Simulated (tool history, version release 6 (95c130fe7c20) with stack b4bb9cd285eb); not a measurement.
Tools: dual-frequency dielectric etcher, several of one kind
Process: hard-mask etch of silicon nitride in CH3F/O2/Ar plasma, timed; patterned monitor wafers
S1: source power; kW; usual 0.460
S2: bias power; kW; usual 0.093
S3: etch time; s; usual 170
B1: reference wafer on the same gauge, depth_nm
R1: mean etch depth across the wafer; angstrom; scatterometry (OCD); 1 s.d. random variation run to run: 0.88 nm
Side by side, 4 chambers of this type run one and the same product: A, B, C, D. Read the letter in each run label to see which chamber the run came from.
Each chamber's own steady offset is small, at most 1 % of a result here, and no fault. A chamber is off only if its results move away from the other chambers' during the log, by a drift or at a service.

run 1A hour=3.9 | S1=0.460 S2=0.093 S3=170 | B1=163.83 | R1=1372.5
run 2D hour=8.1 | S1=0.460 S2=0.093 S3=170 | B1=164.06 | R1=1395.2
run 3C hour=14.0 | S1=0.460 S2=0.093 S3=170 | B1=163.93 | R1=1365.9
run 4B hour=19.3 | S1=0.460 S2=0.093 S3=170 | B1=164.34 | R1=1360.1
run 5B hour=22.6 | S1=0.350 S2=0.093 S3=170 | B1=163.82 | R1=1229.7
run 6A hour=29.1 | S1=0.350 S2=0.093 S3=170 | B1=164.01 | R1=1223.6
run 7C hour=34.4 | S1=0.350 S2=0.093 S3=170 | B1=163.78 | R1=1240.0
run 8D hour=37.6 | S1=0.350 S2=0.093 S3=170 | B1=164.02 | R1=1241.9
run 9A hour=43.2 | S1=0.460 S2=0.093 S3=170 | B1=164.25 | R1=1360.0
run 10C hour=49.4 | S1=0.460 S2=0.093 S3=170 | B1=163.94 | R1=1357.1
run 11B hour=55.5 | S1=0.460 S2=0.093 S3=170 | B1=164.17 | R1=1361.3
run 12D hour=59.3 | S1=0.460 S2=0.093 S3=170 | B1=164.08 | R1=1377.1
run 13D hour=64.3 | S1=0.460 S2=0.093 S3=170 | B1=164.26 | R1=1388.8
run 14A hour=70.4 | S1=0.460 S2=0.093 S3=170 | B1=164.12 | R1=1369.9
run 15C hour=75.0 | S1=0.460 S2=0.093 S3=170 | B1=163.95 | R1=1370.0
run 16B hour=79.4 | S1=0.460 S2=0.093 S3=170 | B1=163.96 | R1=1361.9
run 17B hour=85.4 | S1=0.460 S2=0.093 S3=170 | B1=163.71 | R1=1368.6
run 18D hour=92.1 | S1=0.460 S2=0.093 S3=170 | B1=163.93 | R1=1372.1
run 19A hour=97.1 | S1=0.460 S2=0.093 S3=170 | B1=164.12 | R1=1375.4
run 20C hour=103.8 | S1=0.460 S2=0.093 S3=170 | B1=164.03 | R1=1344.7
run 21D hour=109.7 | S1=0.410 S2=0.082 S3=170 | B1=163.90 | R1=1248.5
run 22C hour=116.6 | S1=0.410 S2=0.082 S3=170 | B1=164.16 | R1=1230.9
run 23B hour=119.9 | S1=0.410 S2=0.082 S3=170 | B1=163.91 | R1=1252.7
run 24A hour=124.7 | S1=0.410 S2=0.082 S3=170 | B1=164.07 | R1=1250.3
run 25A hour=131.2 | S1=0.460 S2=0.093 S3=170 | B1=163.89 | R1=1380.4
run 26C hour=135.0 | S1=0.460 S2=0.093 S3=170 | B1=164.00 | R1=1352.0
run 27B hour=138.7 | S1=0.460 S2=0.093 S3=170 | B1=164.10 | R1=1357.4
run 28D hour=144.5 | S1=0.460 S2=0.093 S3=170 | B1=164.05 | R1=1379.4
run 29A hour=149.1 | S1=0.460 S2=0.093 S3=170 | B1=163.96 | R1=1377.3
run 30D hour=154.6 | S1=0.460 S2=0.093 S3=170 | B1=164.14 | R1=1400.4
run 31C hour=158.0 | S1=0.460 S2=0.093 S3=170 | B1=163.81 | R1=1329.6
run 32B hour=162.9 | S1=0.460 S2=0.093 S3=170 | B1=164.01 | R1=1362.1
run 33B hour=169.1 | S1=0.460 S2=0.093 S3=170 | B1=164.05 | R1=1357.4
run 34D hour=174.5 | S1=0.460 S2=0.093 S3=170 | B1=163.94 | R1=1381.9
run 35C hour=179.1 | S1=0.460 S2=0.093 S3=170 | B1=163.95 | R1=1332.0
run 36A hour=183.2 | S1=0.460 S2=0.093 S3=170 | B1=164.19 | R1=1374.3
run 37B hour=189.5 | S1=0.460 S2=0.093 S3=170 | B1=164.31 | R1=1350.9
run 38C hour=193.0 | S1=0.460 S2=0.079 S3=170 | B1=163.99 | R1=1247.7
run 39A hour=199.2 | S1=0.460 S2=0.079 S3=170 | B1=163.94 | R1=1290.9
run 40D hour=204.0 | S1=0.460 S2=0.079 S3=170 | B1=163.74 | R1=1281.5
run 41C hour=207.2 | S1=0.460 S2=0.079 S3=170 | B1=163.90 | R1=1234.1

Which is it: a chamber that has drifted or been left off by a service, a gauge drift common to all chambers, or only each chamber's usual small offset? If a chamber is off, name it and its likeliest cause.

One chamber, C, drifts off from the rest bit by bit.
Most likely cause: etch rate under this chamber's usual, % = 4.37.

Below are 4 candidate recipes for chamber C's next run, each the usual settings with a change, their results shown as question marks. Which of them brings C's results back in line with what the other chambers give on the usual settings?
In line means no further than this from the other chambers' mean on the usual settings: R1 31.0 angstrom
run 42C-1 hour=212.1 | S1=0.580 S2=0.093 S3=170 | R1=?
run 42C-2 hour=212.1 | S1=0.460 S2=0.092 S3=164 | R1=?
run 42C-3 hour=212.1 | S1=0.360 S2=0.093 S3=170 | R1=?
run 42C-4 hour=212.1 | S1=0.510 S2=0.093 S3=170 | R1=?

The other chambers' mean on the usual settings: R1 1369.1 angstrom
run=42C-1 R1=1436.1
run=42C-2 R1=1263.8
run=42C-3 R1=1198.5
run=42C-4 R1=1367.6
The answer is 42C-4, which returns the chamber to within the allowed miss of the others.

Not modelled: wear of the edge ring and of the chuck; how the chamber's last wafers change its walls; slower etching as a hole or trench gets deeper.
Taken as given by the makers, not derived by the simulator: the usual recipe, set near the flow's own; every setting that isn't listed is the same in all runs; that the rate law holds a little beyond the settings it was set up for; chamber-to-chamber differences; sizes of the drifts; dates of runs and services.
